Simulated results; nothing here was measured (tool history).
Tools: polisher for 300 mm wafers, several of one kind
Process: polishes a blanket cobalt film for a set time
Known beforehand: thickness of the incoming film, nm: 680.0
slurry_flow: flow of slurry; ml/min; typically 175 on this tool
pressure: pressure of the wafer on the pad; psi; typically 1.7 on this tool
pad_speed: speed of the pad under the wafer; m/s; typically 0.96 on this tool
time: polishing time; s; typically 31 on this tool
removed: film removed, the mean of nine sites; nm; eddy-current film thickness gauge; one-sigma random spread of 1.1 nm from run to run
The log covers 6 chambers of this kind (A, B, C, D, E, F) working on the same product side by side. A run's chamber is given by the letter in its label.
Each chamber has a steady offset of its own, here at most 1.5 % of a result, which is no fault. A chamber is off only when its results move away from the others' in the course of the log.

{"day": 0.029, "done": "chamber E: worn pad replaced by a new one"}
{"day": 0.042, "done": "chamber A: worn pad replaced by a new one"}
{"run": "1B", "day": 0.354, "slurry_flow": 175, "pressure": 1.7, "pad_speed": 0.96, "time": 31, "removed": 130.86}
{"day": 0.417, "done": "chamber F: worn pad replaced by a new one"}
{"run": "2D", "day": 0.617, "slurry_flow": 175, "pressure": 1.7, "pad_speed": 0.96, "time": 31, "removed": 128.16}
{"run": "3A", "day": 0.933, "slurry_flow": 175, "pressure": 1.7, "pad_speed": 0.96, "time": 31, "removed": 131.17}
{"day": 1.058, "done": "chamber C: slurry nozzle cleaned"}
{"run": "4E", "day": 1.229, "slurry_flow": 175, "pressure": 1.7, "pad_speed": 0.96, "time": 31, "removed": 128.44}
{"day": 1.346, "done": "chamber E: slurry nozzle cleaned"}
{"run": "5C", "day": 1.575, "slurry_flow": 175, "pressure": 1.7, "pad_speed": 0.96, "time": 31, "removed": 127.28}
{"run": "6F", "day": 1.742, "slurry_flow": 175, "pressure": 1.7, "pad_speed": 0.96, "time": 31, "removed": 131.15}
{"run": "7B", "day": 1.954, "slurry_flow": 175, "pressure": 1.7, "pad_speed": 0.96, "time": 31, "removed": 131.06}
{"run": "8C", "day": 2.329, "slurry_flow": 175, "pressure": 1.7, "pad_speed": 0.96, "time": 31, "removed": 127.56}
{"run": "9E", "day": 2.642, "slurry_flow": 175, "pressure": 1.7, "pad_speed": 0.96, "time": 31, "removed": 127.31}
{"run": "10D", "day": 2.833, "slurry_flow": 175, "pressure": 1.7, "pad_speed": 0.96, "time": 31, "removed": 129.7}
{"day": 3.029, "done": "chamber D: worn pad replaced by a new one"}
{"run": "11A", "day": 3.208, "slurry_flow": 175, "pressure": 1.7, "pad_speed": 0.96, "time": 31, "removed": 129.79}
{"day": 3.333, "done": "chamber B: worn pad replaced by a new one"}
{"run": "12F", "day": 3.554, "slurry_flow": 175, "pressure": 1.2, "pad_speed": 0.96, "time": 31, "removed": 92.42}
{"day": 3.642, "done": "chamber E: worn pad replaced by a new one"}
{"run": "13A", "day": 3.742, "slurry_flow": 175, "pressure": 1.2, "pad_speed": 0.96, "time": 31, "removed": 90.338}
{"day": 3.85, "done": "chamber A: worn pad replaced by a new one"}
{"day": 4.042, "done": "chamber F: worn pad replaced by a new one"}
{"run": "14E", "day": 4.067, "slurry_flow": 175, "pressure": 1.2, "pad_speed": 0.96, "time": 31, "removed": 91.178}
{"run": "15D", "day": 4.367, "slurry_flow": 175, "pressure": 1.2, "pad_speed": 0.96, "time": 31, "removed": 92.487}
{"run": "16C", "day": 4.7, "slurry_flow": 175, "pressure": 1.2, "pad_speed": 0.96, "time": 31, "removed": 90.94}
{"run": "17F", "day": 4.892, "slurry_flow": 175, "pressure": 1.2, "pad_speed": 0.96, "time": 31, "removed": 92.264}
{"run": "18B", "day": 5.112, "slurry_flow": 175, "pressure": 1.7, "pad_speed": 0.96, "time": 31, "removed": 131.37}
{"run": "19F", "day": 5.438, "slurry_flow": 175, "pressure": 1.7, "pad_speed": 0.96, "time": 31, "removed": 131.82}
{"run": "20C", "day": 5.733, "slurry_flow": 175, "pressure": 1.7, "pad_speed": 0.96, "time": 31, "removed": 127.13}
{"run": "21D", "day": 5.904, "slurry_flow": 175, "pressure": 1.7, "pad_speed": 0.96, "time": 31, "removed": 130.71}
{"run": "22A", "day": 6.154, "slurry_flow": 175, "pressure": 1.9, "pad_speed": 1.16, "time": 31, "removed": 178.89}
{"run": "23E", "day": 6.492, "slurry_flow": 175, "pressure": 1.9, "pad_speed": 1.16, "time": 31, "removed": 174.51}
{"run": "24B", "day": 6.754, "slurry_flow": 175, "pressure": 1.9, "pad_speed": 1.16, "time": 31, "removed": 177.47}
{"day": 6.879, "done": "chamber C: worn pad replaced by a new one"}
{"run": "25C", "day": 7.021, "slurry_flow": 175, "pressure": 1.9, "pad_speed": 1.16, "time": 31, "removed": 171.89}
{"day": 7.117, "done": "chamber B: worn pad replaced by a new one"}
{"day": 7.275, "done": "chamber E: worn pad replaced by a new one"}
{"run": "26A", "day": 7.362, "slurry_flow": 175, "pressure": 1.9, "pad_speed": 1.16, "time": 31, "removed": 174.92}
{"run": "27F", "day": 7.621, "slurry_flow": 175, "pressure": 1.9, "pad_speed": 1.16, "time": 31, "removed": 175.53}
{"day": 7.675, "done": "chamber A: worn pad replaced by a new one"}
{"day": 7.75, "done": "chamber F: worn pad replaced by a new one"}
{"run": "28D", "day": 7.908, "slurry_flow": 175, "pressure": 1.2, "pad_speed": 0.96, "time": 31, "removed": 91.635}
{"run": "29B", "day": 8.271, "slurry_flow": 175, "pressure": 1.2, "pad_speed": 0.96, "time": 31, "removed": 93.24}
{"run": "30E", "day": 8.625, "slurry_flow": 175, "pressure": 1.2, "pad_speed": 0.96, "time": 31, "removed": 90.989}
{"run": "31E", "day": 8.954, "slurry_flow": 175, "pressure": 1.2, "pad_speed": 0.96, "time": 31, "removed": 89.543}
{"run": "32A", "day": 9.171, "slurry_flow": 175, "pressure": 1.2, "pad_speed": 0.96, "time": 31, "removed": 92.85}
{"day": 9.196, "done": "chamber E: head pressure recalibrated"}
{"run": "33D", "day": 9.333, "slurry_flow": 175, "pressure": 1.2, "pad_speed": 0.96, "time": 31, "removed": 91.546}
{"run": "34B", "day": 9.575, "slurry_flow": 175, "pressure": 1.7, "pad_speed": 0.96, "time": 31, "removed": 131.91}
{"day": 9.633, "done": "chamber C: slurry nozzle cleaned"}
{"run": "35F", "day": 9.908, "slurry_flow": 220, "pressure": 1.7, "pad_speed": 0.96, "time": 31, "removed": 136.17}
{"run": "36C", "day": 10.138, "slurry_flow": 220, "pressure": 1.7, "pad_speed": 0.96, "time": 31, "removed": 131.75}
{"day": 10.354, "done": "chamber E: worn pad replaced by a new one"}
{"run": "37C", "day": 10.425, "slurry_flow": 220, "pressure": 1.7, "pad_speed": 0.96, "time": 31, "removed": 132.6}
{"run": "38E", "day": 10.729, "slurry_flow": 220, "pressure": 1.7, "pad_speed": 0.96, "time": 31, "removed": 131.72}

Which is it: a chamber that has drifted or been left off by a service, a gauge drift common to all chambers, or only each chamber's usual small offset? If a chamber is off, name it and its likeliest cause.

Nothing is wrong: each chamber keeps only its own small, steady offset and the gauge holds still.

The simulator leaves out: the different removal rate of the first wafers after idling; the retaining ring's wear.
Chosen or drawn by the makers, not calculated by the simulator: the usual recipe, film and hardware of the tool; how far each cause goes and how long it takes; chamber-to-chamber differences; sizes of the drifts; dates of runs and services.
